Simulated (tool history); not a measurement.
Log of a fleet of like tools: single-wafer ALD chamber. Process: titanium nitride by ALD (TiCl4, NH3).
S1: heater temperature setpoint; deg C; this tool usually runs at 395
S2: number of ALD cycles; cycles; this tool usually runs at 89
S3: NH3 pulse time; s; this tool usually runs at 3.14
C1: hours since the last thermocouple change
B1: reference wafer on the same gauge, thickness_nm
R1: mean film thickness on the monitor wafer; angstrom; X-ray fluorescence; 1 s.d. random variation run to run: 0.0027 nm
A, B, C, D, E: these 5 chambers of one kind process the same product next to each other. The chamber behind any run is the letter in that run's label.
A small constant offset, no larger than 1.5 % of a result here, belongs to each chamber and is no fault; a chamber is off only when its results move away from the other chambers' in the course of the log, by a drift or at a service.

run 1A day=0.192 | S1=395 S2=89 S3=3.14 | C1=75.2 | B1=2.0806 | R1=19.938
run 2D day=0.429 | S1=395 S2=89 S3=3.14 | C1=498 | B1=2.0813 | R1=19.797
run 3E day=0.767 | S1=395 S2=89 S3=3.14 | C1=454.5 | B1=2.0811 | R1=20.145
run 4C day=0.983 | S1=395 S2=89 S3=3.14 | C1=1637.1 | B1=2.0814 | R1=20.03
run 5B day=1.288 | S1=404 S2=89 S3=4.31 | C1=800.8 | B1=2.0813 | R1=20.069
run 6A day=1.488 | S1=404 S2=89 S3=4.31 | C1=106.3 | B1=2.0818 | R1=20.134
run 7E day=1.9 | S1=404 S2=89 S3=4.31 | C1=481.7 | B1=2.082 | R1=20.354
run 8C day=2.217 | S1=404 S2=89 S3=4.31 | C1=1666.7 | B1=2.082 | R1=20.26
run 9B day=2.525 | S1=404 S2=89 S3=4.31 | C1=830.5 | B1=2.0824 | R1=20.147
run 10D day=2.758 | S1=395 S2=89 S3=3.14 | C1=553.9 | B1=2.0833 | R1=19.839
run 11C day=3.05 | S1=395 S2=89 S3=3.14 | C1=1686.7 | B1=2.0842 | R1=20.083
run 12E day=3.246 | S1=395 S2=89 S3=3.14 | C1=514 | B1=2.0836 | R1=20.145
run 13A day=3.512 | S1=405 S2=103 S3=3.14 | C1=154.9 | B1=2.084 | R1=23.153
run 14B day=3.892 | S1=405 S2=103 S3=3.14 | C1=863.3 | B1=2.0848 | R1=23.039
run 15D day=4.104 | S1=405 S2=103 S3=3.14 | C1=586.2 | B1=2.0851 | R1=23.015
run 16E day=4.538 | S1=405 S2=103 S3=3.14 | C1=545 | B1=2.0854 | R1=23.48
run 17C day=4.971 | S1=405 S2=103 S3=3.14 | C1=1732.8 | B1=2.0857 | R1=23.358
run 18D day=5.183 | S1=395 S2=89 S3=3.14 | C1=612.1 | B1=2.0864 | R1=19.836
run 19B day=5.408 | S1=395 S2=89 S3=3.14 | C1=899.7 | B1=2.0865 | R1=19.902
run 20A day=5.758 | S1=395 S2=89 S3=3.14 | C1=208.8 | B1=2.0871 | R1=19.958
run 21E day=6 | S1=382 S2=104 S3=3.14 | C1=580.1 | B1=2.0866 | R1=23.365
run 22D day=6.367 | S1=382 S2=104 S3=3.14 | C1=640.5 | B1=2.0872 | R1=23.039
run 23A day=6.746 | S1=382 S2=104 S3=3.14 | C1=232.5 | B1=2.0873 | R1=23.19
run 24C day=7.025 | S1=382 S2=104 S3=3.14 | C1=1782.1 | B1=2.0884 | R1=23.331
run 25B day=7.412 | S1=382 S2=104 S3=3.14 | C1=947.8 | B1=2.0881 | R1=23.126
run 26B day=7.783 | S1=395 S2=77 S3=1.96 | C1=956.7 | B1=2.089 | R1=16.942
run 27A day=8.012 | S1=395 S2=77 S3=1.96 | C1=262.9 | B1=2.0898 | R1=16.948
run 28E day=8.233 | S1=395 S2=77 S3=1.96 | C1=633.7 | B1=2.0901 | R1=17.135
run 29C day=8.471 | S1=395 S2=77 S3=1.96 | C1=1816.8 | B1=2.0899 | R1=17.069
run 30D day=8.779 | S1=395 S2=77 S3=1.96 | C1=698.4 | B1=2.0904 | R1=16.898
run 31A day=9.175 | S1=395 S2=89 S3=3.14 | C1=290.8 | B1=2.0907 | R1=20.021
run 32C day=9.529 | S1=395 S2=89 S3=3.14 | C1=1842.2 | B1=2.0908 | R1=20.113
run 33E day=9.917 | S1=395 S2=89 S3=3.14 | C1=674.1 | B1=2.0914 | R1=20.23

The same settings go to every chamber for the next run, one line per chamber below. Forecast the results for each:
run 34A day=10.225 | S1=395 S2=73 S3=3.14 | R1=?
run 34B day=10.225 | S1=395 S2=73 S3=3.14 | R1=?
run 34C day=10.225 | S1=395 S2=73 S3=3.14 | R1=?
run 34D day=10.225 | S1=395 S2=73 S3=3.14 | R1=?
run 34E day=10.225 | S1=395 S2=73 S3=3.14 | R1=?

run=34A R1=16.398
run=34B R1=16.356
run=34C R1=16.537
run=34D R1=16.311
run=34E R1=16.551
